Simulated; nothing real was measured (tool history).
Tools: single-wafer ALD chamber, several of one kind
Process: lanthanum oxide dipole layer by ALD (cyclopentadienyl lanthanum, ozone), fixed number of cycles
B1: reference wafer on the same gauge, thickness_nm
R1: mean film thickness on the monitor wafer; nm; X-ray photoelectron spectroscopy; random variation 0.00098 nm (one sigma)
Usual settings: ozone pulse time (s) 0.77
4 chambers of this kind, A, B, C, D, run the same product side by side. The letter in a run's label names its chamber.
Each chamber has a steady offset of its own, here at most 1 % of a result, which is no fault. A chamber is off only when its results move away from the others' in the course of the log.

{"hour": 0.2, "done": "chamber B: ozone generator serviced"}
{"run": "1A", "hour": 10.0, "ozone pulse time (s)": 0.77, "B1": 0.42603, "R1": 0.45312}
{"run": "2D", "hour": 15.3, "ozone pulse time (s)": 0.77, "B1": 0.42569, "R1": 0.45198}
{"run": "3B", "hour": 20.3, "ozone pulse time (s)": 0.77, "B1": 0.42606, "R1": 0.44854}
{"run": "4C", "hour": 26.2, "ozone pulse time (s)": 0.77, "B1": 0.42589, "R1": 0.45215}
{"run": "5A", "hour": 33.1, "ozone pulse time (s)": 0.77, "B1": 0.42609, "R1": 0.45392}
{"run": "6B", "hour": 38.3, "ozone pulse time (s)": 0.77, "B1": 0.42608, "R1": 0.44989}
{"run": "7C", "hour": 43.2, "ozone pulse time (s)": 0.77, "B1": 0.42632, "R1": 0.4521}
{"run": "8D", "hour": 51.6, "ozone pulse time (s)": 0.77, "B1": 0.42596, "R1": 0.45261}
{"run": "9B", "hour": 59.3, "ozone pulse time (s)": 0.77, "B1": 0.42601, "R1": 0.45195}
{"run": "10D", "hour": 69.4, "ozone pulse time (s)": 0.77, "B1": 0.42561, "R1": 0.45288}
{"run": "11A", "hour": 76.9, "ozone pulse time (s)": 0.77, "B1": 0.426, "R1": 0.4538}
{"run": "12C", "hour": 84.3, "ozone pulse time (s)": 0.77, "B1": 0.42613, "R1": 0.45332}
{"run": "13D", "hour": 90.1, "ozone pulse time (s)": 0.77, "B1": 0.42579, "R1": 0.45065}
{"run": "14C", "hour": 100.9, "ozone pulse time (s)": 0.77, "B1": 0.42598, "R1": 0.45376}
{"run": "15A", "hour": 108.5, "ozone pulse time (s)": 0.77, "B1": 0.42583, "R1": 0.45547}
{"hour": 109.7, "done": "chamber C: ozone generator serviced"}
{"run": "16B", "hour": 113.4, "ozone pulse time (s)": 0.77, "B1": 0.42598, "R1": 0.45162}
{"run": "17B", "hour": 122.9, "ozone pulse time (s)": 0.77, "B1": 0.42628, "R1": 0.45152}
{"run": "18D", "hour": 131.3, "ozone pulse time (s)": 0.61, "B1": 0.42602, "R1": 0.40017}
{"run": "19A", "hour": 139.7, "ozone pulse time (s)": 0.61, "B1": 0.42585, "R1": 0.40694}
{"run": "20C", "hour": 146.6, "ozone pulse time (s)": 0.61, "B1": 0.42623, "R1": 0.40566}
{"run": "21D", "hour": 155.1, "ozone pulse time (s)": 0.61, "B1": 0.42589, "R1": 0.39999}
{"run": "22A", "hour": 160.7, "ozone pulse time (s)": 0.77, "B1": 0.42598, "R1": 0.45424}
{"run": "23C", "hour": 168.4, "ozone pulse time (s)": 0.77, "B1": 0.426, "R1": 0.4539}
{"run": "24B", "hour": 173.1, "ozone pulse time (s)": 0.77, "B1": 0.42615, "R1": 0.45245}
{"run": "25C", "hour": 180.6, "ozone pulse time (s)": 0.77, "B1": 0.42589, "R1": 0.45414}
{"run": "26B", "hour": 189.5, "ozone pulse time (s)": 0.77, "B1": 0.42604, "R1": 0.45044}
{"run": "27D", "hour": 198.1, "ozone pulse time (s)": 0.77, "B1": 0.42609, "R1": 0.44156}

Is one chamber off against the others, does the gauge drift, or is nothing wrong? If a chamber is off, say which, and what the likeliest cause is.

Chamber D drifts away from the others.
Cause: ozone dose below that of a generator just serviced (%) = 6.39.

Here are 4 candidates for chamber D's next run, each the usual settings with a change, their results left as question marks. Which one brings its results back in line with what the others give on the usual settings?
In line means no further than this from the other chambers' mean on the usual settings: R1 0.0036 nm
{"run": "28D-1", "hour": 205.9, "ozone pulse time (s)": 0.75, "R1": "?"}
{"run": "28D-2", "hour": 205.9, "ozone pulse time (s)": 0.79, "R1": "?"}
{"run": "28D-3", "hour": 205.9, "ozone pulse time (s)": 0.72, "R1": "?"}
{"run": "28D-4", "hour": 205.9, "ozone pulse time (s)": 0.82, "R1": "?"}

The other chambers' mean on the usual settings: R1 0.4527 nm
run=28D-1 R1=0.43569
run=28D-2 R1=0.4457
run=28D-3 R1=0.42769
run=28D-4 R1=0.45274
28D-4 brings the chamber back in line.
